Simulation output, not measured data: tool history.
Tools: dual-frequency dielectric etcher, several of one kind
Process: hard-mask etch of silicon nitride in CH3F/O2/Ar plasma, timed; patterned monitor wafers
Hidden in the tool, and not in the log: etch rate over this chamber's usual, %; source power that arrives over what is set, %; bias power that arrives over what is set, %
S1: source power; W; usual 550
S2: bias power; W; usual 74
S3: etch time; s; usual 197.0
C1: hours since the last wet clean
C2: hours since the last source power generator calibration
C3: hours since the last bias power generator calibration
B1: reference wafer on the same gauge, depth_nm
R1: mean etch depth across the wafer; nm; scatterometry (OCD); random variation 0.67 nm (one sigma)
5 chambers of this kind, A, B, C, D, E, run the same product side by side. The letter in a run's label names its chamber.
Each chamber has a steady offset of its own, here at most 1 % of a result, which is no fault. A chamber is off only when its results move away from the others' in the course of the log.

{"run": "1D", "hour": 14.9, "S1": 550, "S2": 74, "S3": 197.0, "C1": 271.8, "C2": 94.2, "C3": 1292.9, "B1": 140.99, "R1": 158.38}
{"hour": 15.3, "done": "chamber A: wet clean of the chamber"}
{"run": "2A", "hour": 29.4, "S1": 550, "S2": 74, "S3": 197.0, "C1": 14.2, "C2": 914.3, "C3": 361.4, "B1": 141.09, "R1": 155.9}
{"run": "3B", "hour": 37.5, "S1": 550, "S2": 74, "S3": 197.0, "C1": 113.0, "C2": 1059.6, "C3": 1843.6, "B1": 140.9, "R1": 156.96}
{"run": "4E", "hour": 48.9, "S1": 550, "S2": 74, "S3": 197.0, "C1": 489.8, "C2": 2462.7, "C3": 2278.9, "B1": 141.12, "R1": 158.29}
{"run": "5C", "hour": 58.2, "S1": 610, "S2": 74, "S3": 197.0, "C1": 490.3, "C2": 3801.7, "C3": 1609.4, "B1": 141.05, "R1": 164.99}
{"hour": 64.3, "done": "chamber D: wet clean of the chamber"}
{"run": "6C", "hour": 67.0, "S1": 610, "S2": 74, "S3": 197.0, "C1": 499.1, "C2": 3810.5, "C3": 1618.2, "B1": 141.08, "R1": 165.33}
{"run": "7E", "hour": 76.0, "S1": 610, "S2": 74, "S3": 197.0, "C1": 516.9, "C2": 2489.8, "C3": 2306.0, "B1": 141.02, "R1": 165.1}
{"run": "8A", "hour": 83.5, "S1": 610, "S2": 74, "S3": 197.0, "C1": 68.3, "C2": 968.4, "C3": 415.5, "B1": 140.96, "R1": 162.53}
{"hour": 84.0, "done": "chamber E: wet clean of the chamber"}
{"run": "9D", "hour": 99.0, "S1": 610, "S2": 74, "S3": 197.0, "C1": 34.7, "C2": 178.3, "C3": 1377.0, "B1": 141.13, "R1": 163.45}
{"run": "10B", "hour": 109.1, "S1": 550, "S2": 74, "S3": 197.0, "C1": 184.6, "C2": 1131.2, "C3": 1915.2, "B1": 141.09, "R1": 158.65}
{"hour": 117.3, "done": "chamber C: wet clean of the chamber"}
{"run": "11B", "hour": 118.3, "S1": 550, "S2": 74, "S3": 197.0, "C1": 193.8, "C2": 1140.4, "C3": 1924.4, "B1": 140.97, "R1": 157.06}
{"run": "12D", "hour": 128.2, "S1": 550, "S2": 74, "S3": 197.0, "C1": 63.9, "C2": 207.5, "C3": 1406.2, "B1": 141.09, "R1": 157.12}
{"run": "13A", "hour": 138.6, "S1": 550, "S2": 74, "S3": 162.5, "C1": 123.4, "C2": 1023.5, "C3": 470.6, "B1": 141.04, "R1": 129.05}
{"run": "14C", "hour": 147.9, "S1": 550, "S2": 74, "S3": 162.5, "C1": 30.6, "C2": 3891.4, "C3": 1699.1, "B1": 141.11, "R1": 130.79}
{"run": "15E", "hour": 159.7, "S1": 550, "S2": 74, "S3": 162.5, "C1": 75.8, "C2": 2573.5, "C3": 2389.7, "B1": 141.02, "R1": 130.61}
{"run": "16B", "hour": 172.3, "S1": 550, "S2": 74, "S3": 162.5, "C1": 247.8, "C2": 1194.4, "C3": 1978.4, "B1": 140.83, "R1": 129.84}
{"run": "17E", "hour": 182.7, "S1": 550, "S2": 74, "S3": 162.5, "C1": 98.8, "C2": 2596.5, "C3": 2412.7, "B1": 141.08, "R1": 129.6}
{"run": "18A", "hour": 192.5, "S1": 550, "S2": 74, "S3": 197.0, "C1": 177.3, "C2": 1077.4, "C3": 524.5, "B1": 140.94, "R1": 156.92}
{"hour": 201.4, "done": "chamber B: bias power generator calibrated"}
{"run": "19C", "hour": 207.1, "S1": 550, "S2": 74, "S3": 197.0, "C1": 89.8, "C2": 3950.6, "C3": 1758.3, "B1": 140.9, "R1": 159.08}
{"run": "20D", "hour": 217.5, "S1": 550, "S2": 74, "S3": 197.0, "C1": 153.2, "C2": 296.8, "C3": 1495.5, "B1": 141.08, "R1": 156.58}
{"run": "21D", "hour": 227.5, "S1": 550, "S2": 74, "S3": 197.0, "C1": 163.2, "C2": 306.8, "C3": 1505.5, "B1": 141.05, "R1": 156.89}
{"run": "22E", "hour": 243.7, "S1": 550, "S2": 74, "S3": 197.0, "C1": 159.8, "C2": 2657.5, "C3": 2473.7, "B1": 140.96, "R1": 158.24}
{"hour": 244.8, "done": "chamber C: source power generator calibrated"}
{"run": "23B", "hour": 251.5, "S1": 550, "S2": 74, "S3": 197.0, "C1": 327.0, "C2": 1273.6, "C3": 50.1, "B1": 140.97, "R1": 156.87}
{"run": "24C", "hour": 259.9, "S1": 550, "S2": 74, "S3": 197.0, "C1": 142.6, "C2": 15.1, "C3": 1811.1, "B1": 140.95, "R1": 158.52}
{"run": "25A", "hour": 271.3, "S1": 550, "S2": 74, "S3": 197.0, "C1": 256.1, "C2": 1156.2, "C3": 603.3, "B1": 141.02, "R1": 156.33}
{"run": "26B", "hour": 285.4, "S1": 550, "S2": 74, "S3": 197.0, "C1": 360.9, "C2": 1307.5, "C3": 84.0, "B1": 141.03, "R1": 155.83}
{"run": "27D", "hour": 297.5, "S1": 550, "S2": 74, "S3": 197.0, "C1": 233.2, "C2": 376.8, "C3": 1575.5, "B1": 141.01, "R1": 157.22}
{"run": "28E", "hour": 308.2, "S1": 550, "S2": 74, "S3": 197.0, "C1": 224.3, "C2": 2722.0, "C3": 2538.2, "B1": 140.98, "R1": 158.18}
{"run": "29C", "hour": 322.8, "S1": 550, "S2": 74, "S3": 197.0, "C1": 205.5, "C2": 78.0, "C3": 1874.0, "B1": 140.99, "R1": 157.85}
{"run": "30A", "hour": 331.0, "S1": 550, "S2": 74, "S3": 197.0, "C1": 315.8, "C2": 1215.9, "C3": 663.0, "B1": 141.04, "R1": 156.6}
{"run": "31B", "hour": 342.1, "S1": 550, "S2": 74, "S3": 197.0, "C1": 417.6, "C2": 1364.2, "C3": 140.7, "B1": 141.01, "R1": 158.11}
{"run": "32E", "hour": 357.0, "S1": 550, "S2": 74, "S3": 197.0, "C1": 273.1, "C2": 2770.8, "C3": 2587.0, "B1": 141.09, "R1": 158.53}
{"run": "33A", "hour": 369.7, "S1": 550, "S2": 74, "S3": 197.0, "C1": 354.5, "C2": 1254.6, "C3": 701.7, "B1": 140.87, "R1": 156.77}
{"run": "34D", "hour": 382.6, "S1": 550, "S2": 74, "S3": 197.0, "C1": 318.3, "C2": 461.9, "C3": 1660.6, "B1": 141.11, "R1": 156.21}
{"run": "35C", "hour": 397.2, "S1": 550, "S2": 74, "S3": 197.0, "C1": 279.9, "C2": 152.4, "C3": 1948.4, "B1": 140.99, "R1": 158.9}
{"hour": 400.4, "done": "chamber D: wet clean of the chamber"}
{"run": "36B", "hour": 412.4, "S1": 550, "S2": 74, "S3": 197.0, "C1": 487.9, "C2": 1434.5, "C3": 211.0, "B1": 140.88, "R1": 157.0}
{"run": "37D", "hour": 424.6, "S1": 550, "S2": 74, "S3": 197.0, "C1": 24.2, "C2": 503.9, "C3": 1702.6, "B1": 141.08, "R1": 157.12}
{"run": "38A", "hour": 436.2, "S1": 550, "S2": 74, "S3": 197.0, "C1": 421.0, "C2": 1321.1, "C3": 768.2, "B1": 141.12, "R1": 157.9}
{"run": "39E", "hour": 452.8, "S1": 550, "S2": 74, "S3": 197.0, "C1": 368.9, "C2": 2866.6, "C3": 2682.8, "B1": 141.02, "R1": 159.59}
{"run": "40C", "hour": 461.3, "S1": 550, "S2": 74, "S3": 197.0, "C1": 344.0, "C2": 216.5, "C3": 2012.5, "B1": 140.99, "R1": 157.96}
{"run": "41D", "hour": 469.9, "S1": 550, "S2": 74, "S3": 197.0, "C1": 69.5, "C2": 549.2, "C3": 1747.9, "B1": 141.01, "R1": 156.01}

All 5 chambers run these settings next. Forecast each chamber's results:
{"run": "42A", "hour": 481.7, "S1": 550, "S2": 74, "S3": 197.0, "R1": "?"}
{"run": "42B", "hour": 481.7, "S1": 550, "S2": 74, "S3": 197.0, "R1": "?"}
{"run": "42C", "hour": 481.7, "S1": 550, "S2": 74, "S3": 197.0, "R1": "?"}
{"run": "42D", "hour": 481.7, "S1": 550, "S2": 74, "S3": 197.0, "R1": "?"}
{"run": "42E", "hour": 481.7, "S1": 550, "S2": 74, "S3": 197.0, "R1": "?"}

run=42A R1=158.02
run=42B R1=158.13
run=42C R1=158.84
run=42D R1=157.48
run=42E R1=157.13
